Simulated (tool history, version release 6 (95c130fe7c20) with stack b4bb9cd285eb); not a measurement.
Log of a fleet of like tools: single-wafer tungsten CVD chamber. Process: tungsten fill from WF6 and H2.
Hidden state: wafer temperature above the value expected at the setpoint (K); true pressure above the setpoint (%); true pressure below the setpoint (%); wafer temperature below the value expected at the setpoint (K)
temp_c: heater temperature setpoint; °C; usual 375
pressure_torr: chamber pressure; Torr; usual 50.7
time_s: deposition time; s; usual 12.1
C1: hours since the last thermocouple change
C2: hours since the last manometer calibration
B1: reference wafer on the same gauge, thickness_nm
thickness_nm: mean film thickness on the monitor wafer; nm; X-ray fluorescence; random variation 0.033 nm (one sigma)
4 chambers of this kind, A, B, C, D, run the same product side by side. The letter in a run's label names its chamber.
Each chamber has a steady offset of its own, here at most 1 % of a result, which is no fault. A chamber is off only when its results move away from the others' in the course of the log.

{"run": "1C", "day": 0.192, "temp_c": 375, "pressure_torr": 50.7, "time_s": 12.1, "C1": 508.4, "C2": 2352.4, "B1": 27.005, "thickness_nm": 27.468}
{"run": "2D", "day": 0.504, "temp_c": 375, "pressure_torr": 50.7, "time_s": 12.1, "C1": 1033.5, "C2": 512.8, "B1": 27.004, "thickness_nm": 27.531}
{"run": "3B", "day": 0.788, "temp_c": 375, "pressure_torr": 50.7, "time_s": 12.1, "C1": 454.5, "C2": 643.8, "B1": 27.014, "thickness_nm": 27.211}
{"run": "4A", "day": 1.033, "temp_c": 375, "pressure_torr": 50.7, "time_s": 12.1, "C1": 356.2, "C2": 1032.2, "B1": 27.01, "thickness_nm": 27.332}
{"run": "5A", "day": 1.354, "temp_c": 375, "pressure_torr": 50.7, "time_s": 12.1, "C1": 363.9, "C2": 1039.9, "B1": 27.019, "thickness_nm": 27.342}
{"run": "6C", "day": 1.65, "temp_c": 375, "pressure_torr": 50.7, "time_s": 12.1, "C1": 543.4, "C2": 2387.4, "B1": 27.023, "thickness_nm": 27.44}
{"run": "7D", "day": 2.058, "temp_c": 375, "pressure_torr": 42.6, "time_s": 12.1, "C1": 1070.8, "C2": 550.1, "B1": 27.016, "thickness_nm": 25.378}
{"run": "8B", "day": 2.329, "temp_c": 375, "pressure_torr": 42.6, "time_s": 12.1, "C1": 491.5, "C2": 680.8, "B1": 27.028, "thickness_nm": 25.126}
{"run": "9D", "day": 2.738, "temp_c": 375, "pressure_torr": 42.6, "time_s": 12.1, "C1": 1087.1, "C2": 566.4, "B1": 27.035, "thickness_nm": 25.464}
{"run": "10A", "day": 3.079, "temp_c": 375, "pressure_torr": 42.6, "time_s": 12.1, "C1": 405.3, "C2": 1081.3, "B1": 27.034, "thickness_nm": 25.239}
{"run": "11B", "day": 3.458, "temp_c": 375, "pressure_torr": 50.7, "time_s": 12.1, "C1": 518.6, "C2": 707.9, "B1": 27.034, "thickness_nm": 27.198}
{"run": "12C", "day": 3.825, "temp_c": 375, "pressure_torr": 50.7, "time_s": 12.1, "C1": 595.6, "C2": 2439.6, "B1": 27.038, "thickness_nm": 27.457}
{"run": "13C", "day": 4.204, "temp_c": 375, "pressure_torr": 50.7, "time_s": 12.1, "C1": 604.7, "C2": 2448.7, "B1": 27.045, "thickness_nm": 27.517}
{"run": "14A", "day": 4.533, "temp_c": 375, "pressure_torr": 50.7, "time_s": 12.1, "C1": 440.2, "C2": 1116.2, "B1": 27.048, "thickness_nm": 27.392}
{"run": "15B", "day": 4.904, "temp_c": 375, "pressure_torr": 50.7, "time_s": 12.1, "C1": 553.3, "C2": 742.6, "B1": 27.054, "thickness_nm": 27.265}
{"run": "16D", "day": 5.117, "temp_c": 375, "pressure_torr": 59.6, "time_s": 12.1, "C1": 1144.2, "C2": 623.5, "B1": 27.054, "thickness_nm": 29.661}
{"run": "17D", "day": 5.446, "temp_c": 375, "pressure_torr": 59.6, "time_s": 12.1, "C1": 1152.1, "C2": 631.4, "B1": 27.057, "thickness_nm": 29.711}
{"run": "18A", "day": 5.654, "temp_c": 375, "pressure_torr": 59.6, "time_s": 12.1, "C1": 467.1, "C2": 1143.1, "B1": 27.063, "thickness_nm": 29.482}
{"run": "19B", "day": 6.075, "temp_c": 375, "pressure_torr": 59.6, "time_s": 12.1, "C1": 581.4, "C2": 770.7, "B1": 27.063, "thickness_nm": 29.22}
{"run": "20C", "day": 6.317, "temp_c": 375, "pressure_torr": 55, "time_s": 13.8, "C1": 655.4, "C2": 2499.4, "B1": 27.082, "thickness_nm": 32.604}
{"run": "21D", "day": 6.575, "temp_c": 375, "pressure_torr": 55, "time_s": 13.8, "C1": 1179.2, "C2": 658.5, "B1": 27.077, "thickness_nm": 32.662}
{"run": "22B", "day": 6.9, "temp_c": 375, "pressure_torr": 55, "time_s": 13.8, "C1": 601.2, "C2": 790.5, "B1": 27.083, "thickness_nm": 32.257}
{"run": "23A", "day": 7.279, "temp_c": 375, "pressure_torr": 55, "time_s": 13.8, "C1": 506.1, "C2": 1182.1, "B1": 27.097, "thickness_nm": 32.447}
{"run": "24C", "day": 7.675, "temp_c": 375, "pressure_torr": 50.7, "time_s": 12.1, "C1": 688, "C2": 2532, "B1": 27.089, "thickness_nm": 27.53}
{"run": "25C", "day": 8.062, "temp_c": 375, "pressure_torr": 50.7, "time_s": 12.1, "C1": 697.3, "C2": 2541.3, "B1": 27.087, "thickness_nm": 27.488}
{"run": "26A", "day": 8.371, "temp_c": 375, "pressure_torr": 50.7, "time_s": 12.1, "C1": 532.3, "C2": 1208.3, "B1": 27.093, "thickness_nm": 27.423}
{"run": "27D", "day": 8.65, "temp_c": 375, "pressure_torr": 46, "time_s": 12.1, "C1": 1229, "C2": 708.3, "B1": 27.093, "thickness_nm": 26.449}
{"run": "28B", "day": 8.908, "temp_c": 375, "pressure_torr": 46, "time_s": 12.1, "C1": 649.4, "C2": 838.7, "B1": 27.099, "thickness_nm": 26.059}
{"run": "29B", "day": 9.246, "temp_c": 375, "pressure_torr": 46, "time_s": 12.1, "C1": 657.5, "C2": 846.8, "B1": 27.116, "thickness_nm": 26.073}
{"run": "30A", "day": 9.492, "temp_c": 375, "pressure_torr": 46, "time_s": 12.1, "C1": 559.2, "C2": 1235.2, "B1": 27.11, "thickness_nm": 26.234}
{"run": "31C", "day": 9.708, "temp_c": 375, "pressure_torr": 50.7, "time_s": 12.1, "C1": 736.8, "C2": 2580.8, "B1": 27.107, "thickness_nm": 27.519}
{"run": "32D", "day": 10.129, "temp_c": 375, "pressure_torr": 50.7, "time_s": 12.1, "C1": 1264.5, "C2": 743.8, "B1": 27.12, "thickness_nm": 27.618}
{"run": "33A", "day": 10.504, "temp_c": 375, "pressure_torr": 50.7, "time_s": 12.1, "C1": 583.5, "C2": 1259.5, "B1": 27.114, "thickness_nm": 27.428}
{"run": "34B", "day": 10.9, "temp_c": 375, "pressure_torr": 42.9, "time_s": 13.8, "C1": 697.2, "C2": 886.5, "B1": 27.122, "thickness_nm": 28.91}
{"run": "35C", "day": 11.304, "temp_c": 375, "pressure_torr": 42.9, "time_s": 13.8, "C1": 775.1, "C2": 2619.1, "B1": 27.133, "thickness_nm": 29.06}

What goes on in this fleet: one chamber off, a drifting gauge, or nothing beyond the chambers' own small offsets? Name the chamber and the cause, if any.

The gauge drifts, so all chambers seem to drift together. No chamber is off.
Cause: gauge reads high (%) = 0.49.
